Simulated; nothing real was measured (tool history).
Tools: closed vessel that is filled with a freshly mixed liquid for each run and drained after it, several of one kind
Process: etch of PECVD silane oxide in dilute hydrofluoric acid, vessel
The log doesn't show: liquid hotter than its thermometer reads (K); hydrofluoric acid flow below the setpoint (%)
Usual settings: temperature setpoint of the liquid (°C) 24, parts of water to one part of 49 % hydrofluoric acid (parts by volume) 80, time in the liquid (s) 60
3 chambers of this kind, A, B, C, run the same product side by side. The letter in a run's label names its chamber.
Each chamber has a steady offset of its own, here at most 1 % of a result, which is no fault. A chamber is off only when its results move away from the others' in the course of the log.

| run | hour | temperature setpoint of the liquid (°C) | parts of water to one part of 49 % hydrofluoric acid (parts by volume) | time in the liquid (s) | hours since the thermometer was replaced | hours since the hydrofluoric acid flow meter was replaced | read-back film thickness of the PECVD silane oxide reference wafer, read on the same gauge (nm) | thickness taken off the PECVD silane oxide on a monitor wafer (nm) |
|---|---|---|---|---|---|---|---|---|
| 1B | 5.9 | 24 | 80 | 60 | 79 | 494.5 | 109.99 | 30.066 |
| 2A | 11.1 | 24 | 80 | 60 | 419.5 | 1222.3 | 110 | 29.883 |
| 3C | 15.2 | 24 | 80 | 60 | 1721.7 | 1055.8 | 109.99 | 29.894 |
| 4C | 19.4 | 24 | 80 | 60 | 1725.9 | 1060 | 110.01 | 29.409 |
| 5B | 23.7 | 24 | 80 | 60 | 96.8 | 512.3 | 110.01 | 29.937 |
| 6A | 27.1 | 22.5 | 105 | 60 | 435.5 | 1238.3 | 110.02 | 20.923 |
| 7A | 32.5 | 22.5 | 105 | 60 | 440.9 | 1243.7 | 109.99 | 21.09 |
| 8C | 35.7 | 22.5 | 105 | 60 | 1742.2 | 1076.3 | 109.99 | 20.22 |
| 9B | 40.7 | 24 | 80 | 60 | 113.8 | 529.3 | 110.01 | 30.077 |
| 10C | 45.7 | 24 | 80 | 60 | 1752.2 | 1086.3 | 110.02 | 29.298 |
| 11A | 50.3 | 24 | 80 | 60 | 458.7 | 1261.5 | 109.99 | 30.209 |
| 12B | 55.9 | 24 | 80 | 60 | 129 | 544.5 | 109.99 | 30.083 |
| 13C | 61 | 28.5 | 80 | 50 | 1767.5 | 1101.6 | 110.03 | 28.973 |
| 14A | 65.7 | 28.5 | 80 | 50 | 474.1 | 1276.9 | 109.99 | 29.811 |
| 15B | 71.1 | 28.5 | 80 | 50 | 144.2 | 559.7 | 110 | 29.727 |
| 16C | 76.2 | 24 | 80 | 60 | 1782.7 | 1116.8 | 109.98 | 28.817 |
| 17A | 79.9 | 24 | 80 | 60 | 488.3 | 1291.1 | 109.98 | 30.44 |
| 18B | 83.8 | 24 | 80 | 60 | 156.9 | 572.4 | 110.01 | 29.882 |
| 19A | 88.5 | 24 | 80 | 60 | 496.9 | 1299.7 | 109.99 | 30.319 |
| 20B | 93.7 | 24 | 80 | 60 | 166.8 | 582.3 | 110 | 29.959 |
| 21C | 96.4 | 21 | 80 | 30 | 1802.9 | 1137 | 110 | 12.588 |
| 22C | 101.5 | 21 | 80 | 30 | 1808 | 1142.1 | 110 | 12.385 |
| 23A | 106.4 | 21 | 80 | 30 | 514.8 | 1317.6 | 110.01 | 13.404 |
| 24B | 110.4 | 24 | 80 | 60 | 183.5 | 599 | 110.03 | 30 |
| 25A | 115.2 | 24 | 80 | 60 | 523.6 | 1326.4 | 110.01 | 30.098 |
| 26C | 118.5 | 24 | 80 | 60 | 1825 | 1159.1 | 110 | 27.903 |

All 3 chambers run these settings next. Forecast each chamber's results:
| 27A | 122.8 | 24 | 80 | 95 |  |  |  | ? |
| 27B | 122.8 | 24 | 80 | 95 |  |  |  | ? |
| 27C | 122.8 | 24 | 80 | 95 |  |  |  | ? |

| run | thickness taken off the PECVD silane oxide on a monitor wafer (nm) |
|---|---|
| 27A | 47.439 |
| 27B | 47.818 |
| 27C | 43.966 |
